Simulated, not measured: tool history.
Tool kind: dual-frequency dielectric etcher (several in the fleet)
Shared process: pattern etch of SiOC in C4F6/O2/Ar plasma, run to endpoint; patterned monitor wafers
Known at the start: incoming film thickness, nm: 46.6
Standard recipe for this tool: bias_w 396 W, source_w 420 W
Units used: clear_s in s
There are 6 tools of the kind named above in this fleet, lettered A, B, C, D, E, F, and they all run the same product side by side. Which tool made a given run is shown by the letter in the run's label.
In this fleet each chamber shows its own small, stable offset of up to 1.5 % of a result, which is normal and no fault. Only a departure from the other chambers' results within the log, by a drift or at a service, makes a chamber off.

run	hour	bias_w	source_w	clear_s
1D	9.1	396	420	16.657
2C	18.5	396	420	16.693
3E	26.8	396	420	16.833
4F	32.8	396	420	16.761
5A	41.9	396	420	16.601
6B	47.9	396	500	15.924
7E	53.3	396	500	15.624
8D	64.9	396	500	15.713
9A	73.1	396	500	15.411
10C	82.1	396	500	15.618
# hour 87.4: chamber B: source power generator calibrated
11B	91.0	396	500	15.813
12F	101.5	354	510	16.154
# hour 105.2: chamber A: wet clean of the chamber
13D	108.0	354	510	16.050
14F	115.2	354	510	16.188
15A	125.0	354	510	16.172
16E	135.4	354	510	16.183
17B	145.1	354	510	16.442
18C	150.4	396	420	16.682
19C	157.7	396	420	16.673
20F	163.5	338	330	19.736
21B	173.9	338	330	19.953
22A	180.5	338	330	19.300
23D	188.5	338	330	19.385
24E	198.4	338	330	19.601
# hour 203.5: chamber E: bias power generator calibrated
25D	205.0	338	330	19.378
26E	216.0	453	360	16.895
27F	224.5	453	360	17.103
# hour 226.2: chamber B: wet clean of the chamber
28C	234.6	453	360	16.845
29B	243.5	453	360	17.154
30A	254.6	453	360	16.771
31D	264.4	453	360	16.978
32A	270.4	396	490	15.755
33B	277.9	396	490	16.204
34C	288.5	396	490	15.738
35E	294.7	396	490	15.707
# hour 301.4: chamber E: wet clean of the chamber
36F	302.5	396	490	16.277
37B	310.1	396	490	16.064
38A	315.6	396	460	16.163
# hour 316.3: chamber D: wet clean of the chamber
# hour 316.9: chamber C: wet clean of the chamber
39C	321.4	396	460	16.117
40E	328.2	396	460	16.226
41F	333.6	396	460	16.734
42D	345.0	396	460	16.132
43C	354.7	396	460	16.185

What goes on in this fleet: one chamber off, a drifting gauge, or nothing beyond the chambers' own small offsets? Name the chamber and the cause, if any.

One chamber, F, drifts off from the rest bit by bit.
Most likely cause: etch rate under this chamber's usual, % = 3.38.

Here are 4 candidates for chamber F's next run, each the usual settings with a change, their results left as question marks. Which one brings its results back in line with what the others give on the usual settings?
In line here means within this much of the mean the other chambers give on the usual settings: clear_s 0.250 s
44F-1	363.1	360	420	?
44F-2	363.1	326	420	?
44F-3	363.1	431	460	?
44F-4	363.1	414	440	?

Other chambers, usual settings, mean: clear_s 16.778 s
run	clear_s
44F-1	17.897
44F-2	18.526
44F-3	16.224
44F-4	16.736
The right change is 44F-4: it brings the chamber back within the allowed miss of the others.
